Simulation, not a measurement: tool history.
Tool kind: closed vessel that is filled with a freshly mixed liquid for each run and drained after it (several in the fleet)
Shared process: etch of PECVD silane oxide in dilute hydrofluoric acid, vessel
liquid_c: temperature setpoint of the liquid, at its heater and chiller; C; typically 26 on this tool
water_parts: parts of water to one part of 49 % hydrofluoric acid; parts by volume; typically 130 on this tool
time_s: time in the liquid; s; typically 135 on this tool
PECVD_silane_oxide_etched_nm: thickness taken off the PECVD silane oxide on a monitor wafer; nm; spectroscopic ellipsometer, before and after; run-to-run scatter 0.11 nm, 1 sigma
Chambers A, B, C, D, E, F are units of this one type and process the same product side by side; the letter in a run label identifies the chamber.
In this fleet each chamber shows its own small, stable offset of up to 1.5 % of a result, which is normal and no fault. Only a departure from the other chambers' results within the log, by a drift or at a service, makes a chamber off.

run	hour	liquid_c	water_parts	time_s	read-back film thickness of the PECVD silane oxide reference wafer, read on the same gauge (nm)	PECVD_silane_oxide_etched_nm
1F	10.2	26	130	135	119.99	25.825
2E	22.2	26	130	135	120.01	25.711
3D	35.9	26	130	135	120.01	26.065
4B	44.5	26	130	135	119.98	25.784
5C	58.4	29.5	130	65	119.98	14.243
# hour 66.2: chamber A: thermometer replaced
6A	69.5	29.5	130	65	119.99	14.339
7E	81.8	29.5	130	65	119.99	14.163
8C	93.7	29.5	130	65	119.99	14.398
9F	105.7	29.5	130	65	120	14.212
10B	119.6	29.5	130	65	119.99	14.282
11A	128.5	26	75	135	119.98	49.145
12D	134.8	26	75	135	120.01	48.107
13F	141.4	26	75	135	120.01	47.663
14A	154.1	26	75	135	119.99	49.468
# hour 164.3: chamber A: hydrofluoric acid flow meter replaced
15C	166.9	26	75	135	120	49.22
16B	180.1	26	75	135	119.99	48.215
17D	188.6	26	130	135	120.01	26.037
18E	194.9	26	130	135	119.99	25.797
19F	207.3	26	130	135	119.99	26.027
20B	214.7	26	130	135	119.99	25.755
21E	223.6	26	100	100	120	25.983
22D	231.2	26	100	100	120.01	25.95
23A	245.1	26	100	100	119.98	26.304
24C	254	26	100	100	119.99	26.441
25F	264.2	26	100	100	120	25.808
26B	271.4	26	100	100	119.99	25.98
27D	280.5	26	130	135	119.99	26.028
# hour 288.2: chamber E: thermometer replaced
28E	290.9	21.5	130	70	119.97	11.25
29C	297.2	21.5	130	70	119.98	11.357
30A	305.5	21.5	130	70	119.95	11.532
31E	315	21.5	130	70	120.02	11.096
32F	322.6	21.5	130	70	119.96	11.267
33C	334.5	21.5	130	70	120	11.363
34B	342.1	26	130	135	119.99	25.925
35A	352.5	26	130	135	119.98	26.31
36D	362.9	26	130	135	120	26.012

Is one chamber off against the others, does the gauge drift, or is nothing wrong? If a chamber is off, say which, and what the likeliest cause is.

The fleet is healthy, with each chamber sitting at its usual small offset and no drift in the gauge.
